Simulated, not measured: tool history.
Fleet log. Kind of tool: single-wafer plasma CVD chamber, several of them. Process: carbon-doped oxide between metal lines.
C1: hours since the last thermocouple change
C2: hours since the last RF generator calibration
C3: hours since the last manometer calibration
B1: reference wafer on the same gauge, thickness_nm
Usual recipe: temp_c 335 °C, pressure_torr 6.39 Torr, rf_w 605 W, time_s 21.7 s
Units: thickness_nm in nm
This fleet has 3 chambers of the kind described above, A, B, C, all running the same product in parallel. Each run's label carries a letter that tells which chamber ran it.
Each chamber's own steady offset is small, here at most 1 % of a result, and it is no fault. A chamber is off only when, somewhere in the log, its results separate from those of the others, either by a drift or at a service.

Run 1A, day 0.342: usual settings; C1 505.1; C2 929.4; C3 88.5; B1 151.07. Result: thickness_nm 135.03 nm.
Run 2B, day 0.671: usual settings; C1 32.2; C2 1906.8; C3 369.6; B1 151.04. Result: thickness_nm 135.01 nm.
At day 0.804: chamber C: RF generator calibrated.
Run 3C, day 1.033: usual settings; C1 827.3; C2 5.6; C3 1376; B1 150.94. Result: thickness_nm 135.9 nm.
Run 4A, day 1.408: usual settings; C1 530.7; C2 955; C3 114.1; B1 151.12. Result: thickness_nm 134.75 nm.
Run 5C, day 1.654: usual settings; C1 842.2; C2 20.5; C3 1390.9; B1 151.03. Result: thickness_nm 136.65 nm.
Run 6B, day 2: usual settings; C1 64.1; C2 1938.7; C3 401.5; B1 151.08. Result: thickness_nm 134.78 nm.
Run 7B, day 2.238: usual settings but temp_c 349 °C, time_s 23.8 s; C1 69.8; C2 1944.4; C3 407.2; B1 150.96. Result: thickness_nm 141.47 nm.
Run 8A, day 2.412: usual settings but temp_c 349 °C, time_s 23.8 s; C1 554.8; C2 979.1; C3 138.2; B1 150.98. Result: thickness_nm 141.13 nm.
Run 9C, day 2.675: usual settings but temp_c 349 °C, time_s 23.8 s; C1 866.7; C2 45; C3 1415.4; B1 150.98. Result: thickness_nm 141.95 nm.
Run 10B, day 3.046: usual settings; C1 89.2; C2 1963.8; C3 426.6; B1 151. Result: thickness_nm 133.92 nm.
Run 11C, day 3.283: usual settings; C1 881.3; C2 59.6; C3 1430; B1 150.98. Result: thickness_nm 136 nm.
Run 12A, day 3.646: usual settings; C1 584.4; C2 1008.7; C3 167.8; B1 150.95. Result: thickness_nm 133.88 nm.
Run 13C, day 3.929: usual settings; C1 896.8; C2 75.1; C3 1445.5; B1 150.92. Result: thickness_nm 136.77 nm.
Run 14A, day 4.138: usual settings but temp_c 321 °C, pressure_torr 5.77 Torr; C1 596.2; C2 1020.5; C3 179.6; B1 150.99. Result: thickness_nm 139.44 nm.
Run 15B, day 4.517: usual settings but temp_c 321 °C, pressure_torr 5.77 Torr; C1 124.5; C2 1999.1; C3 461.9; B1 151.11. Result: thickness_nm 139.63 nm.
Run 16A, day 4.879: usual settings but temp_c 321 °C, pressure_torr 5.77 Torr; C1 614; C2 1038.3; C3 197.4; B1 151. Result: thickness_nm 137.15 nm.
Run 17B, day 5.096: usual settings but pressure_torr 6.9 Torr, rf_w 640 W; C1 138.4; C2 2013; C3 475.8; B1 150.91. Result: thickness_nm 138.78 nm.
Run 18C, day 5.354: usual settings but pressure_torr 6.9 Torr, rf_w 640 W; C1 931; C2 109.3; C3 1479.7; B1 151.05. Result: thickness_nm 141.88 nm.
Run 19B, day 5.625: usual settings but pressure_torr 6.9 Torr, rf_w 640 W; C1 151.1; C2 2025.7; C3 488.5; B1 151.06. Result: thickness_nm 140.22 nm.
Run 20A, day 5.983: usual settings; C1 640.5; C2 1064.8; C3 223.9; B1 151.11. Result: thickness_nm 132.32 nm.
Run 21C, day 6.2: usual settings but pressure_torr 7.66 Torr, rf_w 665 W; C1 951.3; C2 129.6; C3 1500; B1 151.06. Result: thickness_nm 145.6 nm.
Run 22C, day 6.592: usual settings but pressure_torr 7.66 Torr, rf_w 665 W; C1 960.7; C2 139; C3 1509.4; B1 150.98. Result: thickness_nm 145.89 nm.
Run 23B, day 6.967: usual settings but pressure_torr 7.66 Torr, rf_w 665 W; C1 183.3; C2 2057.9; C3 520.7; B1 150.91. Result: thickness_nm 143.91 nm.
Run 24A, day 7.325: usual settings; C1 672.7; C2 1097; C3 256.1; B1 151.09. Result: thickness_nm 132.23 nm.
Run 25B, day 7.571: usual settings but rf_w 670 W, time_s 19 s; C1 197.8; C2 2072.4; C3 535.2; B1 150.9. Result: thickness_nm 125.3 nm.
Run 26C, day 7.812: usual settings but rf_w 670 W, time_s 19 s; C1 990; C2 168.3; C3 1538.7; B1 150.9. Result: thickness_nm 127.13 nm.
Run 27A, day 8.158: usual settings but rf_w 670 W, time_s 19 s; C1 692.7; C2 1117; C3 276.1; B1 151.01. Result: thickness_nm 123.54 nm.
Run 28B, day 8.35: usual settings; C1 216.5; C2 2091.1; C3 553.9; B1 151. Result: thickness_nm 134.37 nm.
Run 29A, day 8.633: usual settings but temp_c 341 °C; C1 704.1; C2 1128.4; C3 287.5; B1 151.01. Result: thickness_nm 128.66 nm.
Run 30C, day 8.879: usual settings but temp_c 341 °C; C1 1015.6; C2 193.9; C3 1564.3; B1 150.88. Result: thickness_nm 133.71 nm.
Run 31B, day 9.242: usual settings but temp_c 341 °C; C1 237.9; C2 2112.5; C3 575.3; B1 150.86. Result: thickness_nm 131.54 nm.

Decide between three cases: one chamber stands off from its peers, the gauge reading all wafers drifts, or nothing is wrong past each chamber's small offset. Where a chamber is off, say which and what most likely put it there.

Chamber A drifts away from the others.
Most likely cause: delivered RF power below the setpoint (%) = 5.49.

Chamber A could run next with any of the 4 candidate recipes listed below; each alters the usual settings, and their results appear as question marks. Which one brings its results back in line with what the other chambers deliver on the usual settings?
Allowed miss from the other chambers' usual-settings mean, per result, to count as in line: thickness_nm 1.7 nm
Run 32A-1, day 9.521: usual settings but pressure_torr 6.4 Torr, rf_w 610 W, time_s 21.9 s. Result: thickness_nm ?.
Run 32A-2, day 9.521: usual settings but rf_w 640 W. Result: thickness_nm ?.
Run 32A-3, day 9.521: usual settings but temp_c 336 °C, pressure_torr 6.36 Torr, time_s 21 s. Result: thickness_nm ?.
Run 32A-4, day 9.521: usual settings but rf_w 600 W, time_s 21.5 s. Result: thickness_nm ?.

What the other chambers average on the usual settings: thickness_nm 135.17 nm
  run  thickness_nm
32A-1        132.09
32A-2        134.75
32A-3        125.63
32A-4        128.41
32A-2 puts the chamber back in line with the other chambers.
